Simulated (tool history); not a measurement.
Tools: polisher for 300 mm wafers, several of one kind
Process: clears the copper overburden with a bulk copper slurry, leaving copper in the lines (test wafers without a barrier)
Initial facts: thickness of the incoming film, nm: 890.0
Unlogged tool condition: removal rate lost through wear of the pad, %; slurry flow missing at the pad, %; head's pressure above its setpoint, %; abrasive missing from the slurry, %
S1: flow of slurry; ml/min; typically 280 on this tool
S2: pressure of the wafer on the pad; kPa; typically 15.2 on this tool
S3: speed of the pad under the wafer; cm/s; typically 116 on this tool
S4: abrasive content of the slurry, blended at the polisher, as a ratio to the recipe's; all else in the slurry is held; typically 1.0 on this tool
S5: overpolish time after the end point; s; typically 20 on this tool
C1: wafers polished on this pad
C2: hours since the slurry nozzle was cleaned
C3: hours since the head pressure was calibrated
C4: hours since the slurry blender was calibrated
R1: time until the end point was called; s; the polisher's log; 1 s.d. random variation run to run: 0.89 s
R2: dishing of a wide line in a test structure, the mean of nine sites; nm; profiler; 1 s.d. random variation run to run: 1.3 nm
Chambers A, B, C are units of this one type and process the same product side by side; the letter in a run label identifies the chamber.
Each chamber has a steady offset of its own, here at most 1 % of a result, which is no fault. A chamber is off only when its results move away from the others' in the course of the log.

Run 1C, hour 7.9: usual settings; C1 602; C2 337.2; C3 445.2; C4 162.8. Result: R1 102.770 s, R2 73.884 nm.
Run 2A, hour 21.8: usual settings; C1 374; C2 231.3; C3 275.8; C4 32.9. Result: R1 102.100 s, R2 73.516 nm.
At hour 23.8: chamber C: slurry nozzle cleaned.
Run 3B, hour 29.4: usual settings; C1 884; C2 334.5; C3 233.9; C4 98.9. Result: R1 102.500 s, R2 71.735 nm.
Run 4A, hour 42.8: usual settings; C1 573; C2 252.3; C3 296.8; C4 53.9. Result: R1 102.640 s, R2 71.332 nm.
At hour 44.3: chamber C: worn pad replaced by a new one.
Run 5C, hour 50.4: usual settings; C1 58; C2 26.6; C3 487.7; C4 205.3. Result: R1 101.170 s, R2 72.334 nm.
At hour 51.3: chamber B: worn pad replaced by a new one.
Run 6B, hour 61.1: usual settings; C1 93; C2 366.2; C3 265.6; C4 130.6. Result: R1 102.260 s, R2 73.280 nm.
At hour 67.3: chamber C: head pressure recalibrated.
Run 7A, hour 68.9: usual settings; C1 819; C2 278.4; C3 322.9; C4 80.0. Result: R1 102.220 s, R2 70.833 nm.
At hour 71.3: chamber A: worn pad replaced by a new one.
At hour 81.1: chamber B: slurry blender recalibrated.
Run 8C, hour 81.9: usual settings; C1 355; C2 58.1; C3 14.6; C4 236.8. Result: R1 103.910 s, R2 72.883 nm.
Run 9B, hour 92.7: usual settings; C1 391; C2 397.8; C3 297.2; C4 11.7. Result: R1 101.510 s, R2 71.443 nm.
Run 10C, hour 105.5: usual settings; C1 578; C2 81.7; C3 38.2; C4 260.4. Result: R1 102.820 s, R2 74.886 nm.
Run 11B, hour 117.1: usual settings; C1 622; C2 422.2; C3 321.6; C4 36.1. Result: R1 100.610 s, R2 71.217 nm.
Run 12A, hour 128.9: usual settings; C1 544; C2 338.4; C3 382.9; C4 140.0. Result: R1 102.630 s, R2 73.591 nm.
Run 13B, hour 136.4: usual settings; C1 804; C2 441.5; C3 340.9; C4 55.4. Result: R1 99.212 s, R2 72.401 nm.
Run 14C, hour 150.6: usual settings; C1 1004; C2 126.8; C3 83.3; C4 305.5. Result: R1 103.430 s, R2 72.040 nm.
At hour 156.1: chamber C: worn pad replaced by a new one.
Run 15A, hour 159.2: usual settings; C1 830; C2 368.7; C3 413.2; C4 170.3. Result: R1 102.380 s, R2 73.147 nm.
At hour 161.5: chamber A: slurry nozzle cleaned.
At hour 163.9: chamber B: slurry nozzle cleaned.
Run 16B, hour 169.6: usual settings; C1 1118; C2 5.7; C3 374.1; C4 88.6. Result: R1 102.520 s, R2 72.005 nm.
At hour 176.2: chamber B: worn pad replaced by a new one.
Run 17A, hour 176.8: usual settings; C1 996; C2 15.3; C3 430.8; C4 187.9. Result: R1 100.430 s, R2 73.537 nm.
At hour 177.2: chamber A: worn pad replaced by a new one.
Run 18C, hour 187.8: usual settings; C1 300; C2 164.0; C3 120.5; C4 342.7. Result: R1 103.260 s, R2 73.702 nm.
Run 19A, hour 197.3: usual settings; C1 190; C2 35.8; C3 451.3; C4 208.4. Result: R1 103.000 s, R2 73.364 nm.
Run 20C, hour 209.3: usual settings; C1 503; C2 185.5; C3 142.0; C4 364.2. Result: R1 104.330 s, R2 73.426 nm.
Run 21B, hour 221.1: usual settings; C1 424; C2 57.2; C3 425.6; C4 140.1. Result: R1 101.150 s, R2 69.549 nm.
Run 22C, hour 227.4: usual settings but S3 148 cm/s; C1 674; C2 203.6; C3 160.1; C4 382.3. Result: R1 81.628 s, R2 79.997 nm.
Run 23B, hour 235.3: usual settings but S3 148 cm/s; C1 558; C2 71.4; C3 439.8; C4 154.3. Result: R1 80.324 s, R2 78.241 nm.
Run 24A, hour 243.2: usual settings but S3 148 cm/s; C1 624; C2 81.7; C3 497.2; C4 254.3. Result: R1 79.658 s, R2 80.953 nm.
At hour 245.5: chamber B: slurry blender recalibrated.
Run 25B, hour 257.4: usual settings; C1 767; C2 93.5; C3 461.9; C4 12.0. Result: R1 101.930 s, R2 74.290 nm.
Run 26C, hour 267.5: usual settings; C1 1053; C2 243.7; C3 200.2; C4 422.4. Result: R1 106.070 s, R2 72.152 nm.
At hour 271.8: chamber C: worn pad replaced by a new one.
Run 27A, hour 275.4: usual settings; C1 928; C2 113.9; C3 529.4; C4 286.5. Result: R1 101.470 s, R2 72.272 nm.
Run 28C, hour 286.8: usual settings; C1 142; C2 263.0; C3 219.5; C4 441.7. Result: R1 106.070 s, R2 73.941 nm.
At hour 287.9: chamber A: worn pad replaced by a new one.
Run 29A, hour 297.9: usual settings; C1 95; C2 136.4; C3 551.9; C4 309.0. Result: R1 102.690 s, R2 72.487 nm.
At hour 306.3: chamber B: worn pad replaced by a new one.
Run 30B, hour 306.6: usual settings; C1 3; C2 142.7; C3 511.1; C4 61.2. Result: R1 101.580 s, R2 72.595 nm.
Run 31A, hour 320.7: usual settings; C1 310; C2 159.2; C3 574.7; C4 331.8. Result: R1 103.130 s, R2 72.571 nm.
Run 32C, hour 334.9: usual settings; C1 596; C2 311.1; C3 267.6; C4 489.8. Result: R1 107.820 s, R2 71.045 nm.
At hour 335.4: chamber B: head pressure recalibrated.
Run 33B, hour 348.8: usual settings; C1 402; C2 184.9; C3 13.5; C4 103.4. Result: R1 101.740 s, R2 70.235 nm.
Run 34B, hour 357.2: usual settings; C1 481; C2 193.3; C3 21.9; C4 111.8. Result: R1 101.240 s, R2 71.558 nm.
Run 35C, hour 365.3: usual settings; C1 883; C2 341.5; C3 298.0; C4 520.2. Result: R1 105.620 s, R2 71.479 nm.
Run 36A, hour 376.6: usual settings; C1 838; C2 215.1; C3 630.6; C4 387.7. Result: R1 102.960 s, R2 74.375 nm.
At hour 384.9: chamber C: worn pad replaced by a new one.
Run 37B, hour 385.6: usual settings; C1 750; C2 221.7; C3 50.3; C4 140.2. Result: R1 101.720 s, R2 71.102 nm.
At hour 388.8: chamber C: slurry nozzle cleaned.
Run 38A, hour 393.2: usual settings; C1 995; C2 231.7; C3 647.2; C4 404.3. Result: R1 102.670 s, R2 72.173 nm.
At hour 396.7: chamber A: worn pad replaced by a new one.
Run 39C, hour 402.8: usual settings; C1 169; C2 14.1; C3 335.5; C4 557.7. Result: R1 109.460 s, R2 70.350 nm.
Run 40B, hour 415.9: usual settings; C1 1036; C2 252.0; C3 80.6; C4 170.5. Result: R1 101.840 s, R2 70.681 nm.
At hour 421.6: chamber B: slurry blender recalibrated.
Run 41A, hour 428.5: usual settings; C1 300; C2 267.0; C3 682.5; C4 439.6. Result: R1 101.490 s, R2 74.510 nm.
Run 42C, hour 435.9: usual settings but S4 1.3; C1 482; C2 47.2; C3 368.6; C4 590.8. Result: R1 102.380 s, R2 72.428 nm.
Run 43C, hour 444.5: usual settings but S4 1.3; C1 563; C2 55.8; C3 377.2; C4 599.4. Result: R1 103.980 s, R2 71.408 nm.
At hour 456.0: chamber B: worn pad replaced by a new one.
Run 44B, hour 458.5: usual settings but S4 1.3; C1 24; C2 294.6; C3 123.2; C4 37.0. Result: R1 95.977 s, R2 74.278 nm.

One chamber off, gauge drift, or nothing amiss beyond the chambers' own small offsets? If it is a chamber, which one, and what is the likeliest cause?

Chamber C drifts away from the others.
Cause: abrasive missing from the slurry, % = 27.9.
The log might look much the same if the cause were instead: head's pressure below its setpoint, %.

Which of the 4 candidates below, each the usual settings with something changed and its results left as question marks, puts chamber C back in line with what the other chambers give on the usual settings?
In line here means within this much of the mean the other chambers give on the usual settings: R1 3.100 s; R2 4.400 nm
Run 45C-1, hour 468.7: usual settings but S3 118 cm/s. Result: R1 ?, R2 ?.
Run 45C-2, hour 468.7: usual settings but S2 14.5 kPa, S3 112 cm/s, S5 21 s. Result: R1 ?, R2 ?.
Run 45C-3, hour 468.7: usual settings but S3 114 cm/s. Result: R1 ?, R2 ?.
Run 45C-4, hour 468.7: usual settings but S2 15.9 kPa, S3 120 cm/s, S5 19 s. Result: R1 ?, R2 ?.

The other chambers' mean on the usual settings: R1 101.810 s; R2 72.400 nm
  run       R1      R2
45C-1  108.490  70.312
45C-2  119.790  67.914
45C-3  112.280  69.214
45C-4  101.990  71.434
The answer is 45C-4, which returns the chamber to within the allowed miss of the others.
